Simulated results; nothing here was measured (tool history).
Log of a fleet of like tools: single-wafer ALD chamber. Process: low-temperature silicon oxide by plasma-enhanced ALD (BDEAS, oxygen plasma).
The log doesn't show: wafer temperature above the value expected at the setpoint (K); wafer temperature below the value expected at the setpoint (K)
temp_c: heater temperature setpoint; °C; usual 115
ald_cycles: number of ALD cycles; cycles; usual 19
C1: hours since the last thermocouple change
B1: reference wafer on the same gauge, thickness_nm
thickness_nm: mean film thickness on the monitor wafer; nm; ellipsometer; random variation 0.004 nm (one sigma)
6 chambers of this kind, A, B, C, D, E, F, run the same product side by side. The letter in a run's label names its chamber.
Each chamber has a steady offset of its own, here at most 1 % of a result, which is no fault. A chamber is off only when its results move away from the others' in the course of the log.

Run 1F, day 0.400: usual settings; C1 2052.6; B1 2.2300. Result: thickness_nm 2.6311 nm.
Run 2B, day 0.783: usual settings; C1 64.0; B1 2.2290. Result: thickness_nm 2.6551 nm.
Run 3C, day 1.117: usual settings; C1 2618.6; B1 2.2282. Result: thickness_nm 2.6406 nm.
Run 4D, day 1.454: usual settings; C1 1338.5; B1 2.2298. Result: thickness_nm 2.6471 nm.
Run 5A, day 1.808: usual settings but temp_c 106 °C; C1 946.5; B1 2.2288. Result: thickness_nm 2.6581 nm.
Run 6E, day 2.154: usual settings but temp_c 106 °C; C1 278.6; B1 2.2284. Result: thickness_nm 2.6638 nm.
Run 7C, day 2.433: usual settings but temp_c 106 °C; C1 2650.2; B1 2.2279. Result: thickness_nm 2.6826 nm.
Run 8F, day 2.954: usual settings but temp_c 106 °C; C1 2113.9; B1 2.2267. Result: thickness_nm 2.6744 nm.
Run 9B, day 3.200: usual settings but temp_c 106 °C; C1 122.0; B1 2.2266. Result: thickness_nm 2.6935 nm.
Run 10D, day 3.662: usual settings but temp_c 106 °C; C1 1391.5; B1 2.2269. Result: thickness_nm 2.6833 nm.
Run 11A, day 3.958: usual settings but temp_c 127 °C; C1 998.1; B1 2.2269. Result: thickness_nm 2.5518 nm.
Run 12E, day 4.221: usual settings but temp_c 127 °C; C1 328.2; B1 2.2257. Result: thickness_nm 2.5622 nm.
Run 13D, day 4.600: usual settings but temp_c 127 °C; C1 1414.0; B1 2.2268. Result: thickness_nm 2.5784 nm.
Run 14F, day 4.871: usual settings but temp_c 127 °C; C1 2159.9; B1 2.2259. Result: thickness_nm 2.5691 nm.
Run 15A, day 5.233: usual settings but temp_c 127 °C; C1 1028.7; B1 2.2263. Result: thickness_nm 2.5546 nm.
Run 16E, day 5.767: usual settings but temp_c 127 °C; C1 365.3; B1 2.2247. Result: thickness_nm 2.5567 nm.
Run 17C, day 6.146: usual settings; C1 2739.3; B1 2.2250. Result: thickness_nm 2.6389 nm.
Run 18B, day 6.638: usual settings; C1 204.5; B1 2.2244. Result: thickness_nm 2.6463 nm.
Run 19F, day 6.958: usual settings; C1 2210.0; B1 2.2235. Result: thickness_nm 2.6355 nm.
Run 20E, day 7.404: usual settings; C1 404.6; B1 2.2241. Result: thickness_nm 2.6044 nm.
Run 21A, day 7.833: usual settings; C1 1091.1; B1 2.2226. Result: thickness_nm 2.6132 nm.
Run 22B, day 8.333: usual settings; C1 245.2; B1 2.2227. Result: thickness_nm 2.6450 nm.
Run 23C, day 8.796: usual settings; C1 2802.9; B1 2.2226. Result: thickness_nm 2.6301 nm.
At day 9.012: chamber F: thermocouple changed; heater temperature recalibrated.
Run 24D, day 9.196: usual settings; C1 1524.3; B1 2.2225. Result: thickness_nm 2.6420 nm.
Run 25F, day 9.725: usual settings; C1 17.1; B1 2.2218. Result: thickness_nm 2.6220 nm.
Run 26B, day 10.075: usual settings; C1 287.0; B1 2.2211. Result: thickness_nm 2.6513 nm.
Run 27E, day 10.458: usual settings; C1 477.9; B1 2.2205. Result: thickness_nm 2.6083 nm.
Run 28A, day 10.946: usual settings; C1 1165.8; B1 2.2205. Result: thickness_nm 2.6107 nm.
Run 29D, day 11.288: usual settings; C1 1574.5; B1 2.2200. Result: thickness_nm 2.6343 nm.
Run 30C, day 11.704: usual settings; C1 2872.7; B1 2.2196. Result: thickness_nm 2.6328 nm.
Run 31B, day 12.058: usual settings; C1 334.6; B1 2.2203. Result: thickness_nm 2.6420 nm.
Run 32E, day 12.462: usual settings; C1 526.0; B1 2.2191. Result: thickness_nm 2.6097 nm.
Run 33C, day 12.875: usual settings; C1 2900.8; B1 2.2198. Result: thickness_nm 2.6276 nm.
Run 34A, day 13.267: usual settings; C1 1221.5; B1 2.2188. Result: thickness_nm 2.6022 nm.
Run 35D, day 13.792: usual settings; C1 1634.6; B1 2.2184. Result: thickness_nm 2.6400 nm.
Run 36F, day 14.050: usual settings; C1 120.9; B1 2.2184. Result: thickness_nm 2.6232 nm.
Run 37A, day 14.508: usual settings but ald_cycles 16 cycles; C1 1251.3; B1 2.2169. Result: thickness_nm 2.1964 nm.
Run 38F, day 14.942: usual settings but ald_cycles 16 cycles; C1 142.3; B1 2.2166. Result: thickness_nm 2.2073 nm.
Run 39C, day 15.204: usual settings but ald_cycles 16 cycles; C1 2956.7; B1 2.2171. Result: thickness_nm 2.2183 nm.
Run 40B, day 15.696: usual settings but ald_cycles 16 cycles; C1 421.9; B1 2.2167. Result: thickness_nm 2.2268 nm.
Run 41E, day 16.033: usual settings but ald_cycles 16 cycles; C1 611.7; B1 2.2159. Result: thickness_nm 2.1964 nm.

What goes on in this fleet: one chamber off, a drifting gauge, or nothing beyond the chambers' own small offsets? Name the chamber and the cause, if any.

The gauge drifts, so all chambers seem to drift together. No chamber is off.
Cause: gauge reads low (%) = 0.627.
